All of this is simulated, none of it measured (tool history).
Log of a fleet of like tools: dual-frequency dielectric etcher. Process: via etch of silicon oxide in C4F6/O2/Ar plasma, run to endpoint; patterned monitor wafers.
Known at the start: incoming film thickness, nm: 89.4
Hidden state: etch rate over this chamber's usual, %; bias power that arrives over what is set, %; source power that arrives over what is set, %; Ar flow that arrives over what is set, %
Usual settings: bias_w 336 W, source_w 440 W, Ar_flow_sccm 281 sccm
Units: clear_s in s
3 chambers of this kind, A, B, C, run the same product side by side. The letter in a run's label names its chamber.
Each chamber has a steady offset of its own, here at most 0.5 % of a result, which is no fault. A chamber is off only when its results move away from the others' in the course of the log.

run	day	bias_w	source_w	Ar_flow_sccm	hours since the last wet clean	hours since the last bias power generator calibration	hours since the last source power generator calibration	hours since the last Ar flow controller change	clear_s
1B	0.329	336	440	281	338.1	2050.7	867.4	3819.1	21.516
2C	0.767	336	440	281	534.3	1642.2	596.4	3396.6	21.9
# day 1.138: chamber C: wet clean of the chamber
3A	1.188	336	440	281	334.1	2576.2	898.8	1829.7	21.488
# day 1.379: chamber B: wet clean of the chamber
4B	1.579	336	440	281	4.8	2080.7	897.4	3849.1	21.74
5A	1.921	336	540	281	351.7	2593.8	916.4	1847.3	19.802
6C	2.208	336	540	281	25.8	1676.8	631	3431.2	20.285
7A	2.446	336	540	281	364.3	2606.4	929	1859.9	20.162
8C	2.858	336	440	281	41.4	1692.4	646.6	3446.8	21.727
9B	3.129	336	440	281	42	2117.9	934.6	3886.3	21.695
10B	3.338	336	440	281	47	2122.9	939.6	3891.3	21.433
11C	3.738	336	440	281	62.5	1713.5	667.7	3467.9	21.656
12A	4.054	336	440	281	402.9	2645	967.6	1898.5	22.078
13A	4.408	336	440	281	411.4	2653.5	976.1	1907	21.924
# day 4.412: chamber A: wet clean of the chamber
14B	4.742	336	440	281	80.7	2156.6	973.3	3925	21.696
15C	5.138	336	440	281	96.1	1747.1	701.3	3501.5	22.208
16A	5.442	336	340	281	24.7	2678.3	1000.9	1931.8	23.917
17B	5.7	336	340	281	103.7	2179.6	996.3	3948	24.067
18C	5.938	336	340	281	115.3	1766.3	720.5	3520.7	23.822
# day 6.004: chamber B: Ar flow controller replaced
19C	6.383	336	440	281	126	1777	731.2	3531.4	21.694
20A	6.65	336	440	281	53.7	2707.3	1029.9	1960.8	21.524
21B	6.946	336	440	281	133.6	2209.5	1026.2	22.6	21.748
22B	7.146	336	440	281	138.4	2214.3	1031	27.4	21.541
23A	7.388	336	440	281	71.4	2725	1047.6	1978.5	21.927
24C	7.775	336	440	281	159.4	1810.4	764.6	3564.8	21.787
25B	8.079	336	440	281	160.8	2236.7	1053.4	49.8	21.765
26A	8.404	336	440	281	95.8	2749.4	1072	2002.9	21.744
27C	8.796	336	440	281	183.9	1834.9	789.1	3589.3	21.689
28C	9.175	336	440	281	193	1844	798.2	3598.4	21.702
29B	9.367	336	440	281	191.7	2267.6	1084.3	80.7	21.556
30A	9.738	336	500	308	127.8	2781.4	1104	2034.9	20.656
31C	9.975	336	500	308	212.2	1863.2	817.4	3617.6	20.931
32B	10.354	336	500	308	215.4	2291.3	1108	104.4	21.046
33A	10.692	336	440	281	150.7	2804.3	1126.9	2057.8	21.822
34C	10.908	336	440	281	234.6	1885.6	839.8	3640	21.942
35B	11.254	336	440	281	237	2312.9	1129.6	126	21.761
36A	11.504	383	440	326	170.2	2823.8	1146.4	2077.3	20.73
37B	11.746	383	440	326	248.8	2324.7	1141.4	137.8	21.218
38C	12.096	383	440	326	263.1	1914.1	868.3	3668.5	21.141
39A	12.496	389	440	343	194	2847.6	1170.2	2101.1	20.777
40B	12.846	389	440	343	275.2	2351.1	1167.8	164.2	20.657
41C	13.208	389	440	343	289.8	1940.8	895	3695.2	21.175

All 3 chambers run these settings next. Forecast each chamber's results:
42A	13.529	372	440	281					?
42B	13.529	372	440	281					?
42C	13.529	372	440	281					?

run	clear_s
42A	20.957
42B	20.903
42C	21.15

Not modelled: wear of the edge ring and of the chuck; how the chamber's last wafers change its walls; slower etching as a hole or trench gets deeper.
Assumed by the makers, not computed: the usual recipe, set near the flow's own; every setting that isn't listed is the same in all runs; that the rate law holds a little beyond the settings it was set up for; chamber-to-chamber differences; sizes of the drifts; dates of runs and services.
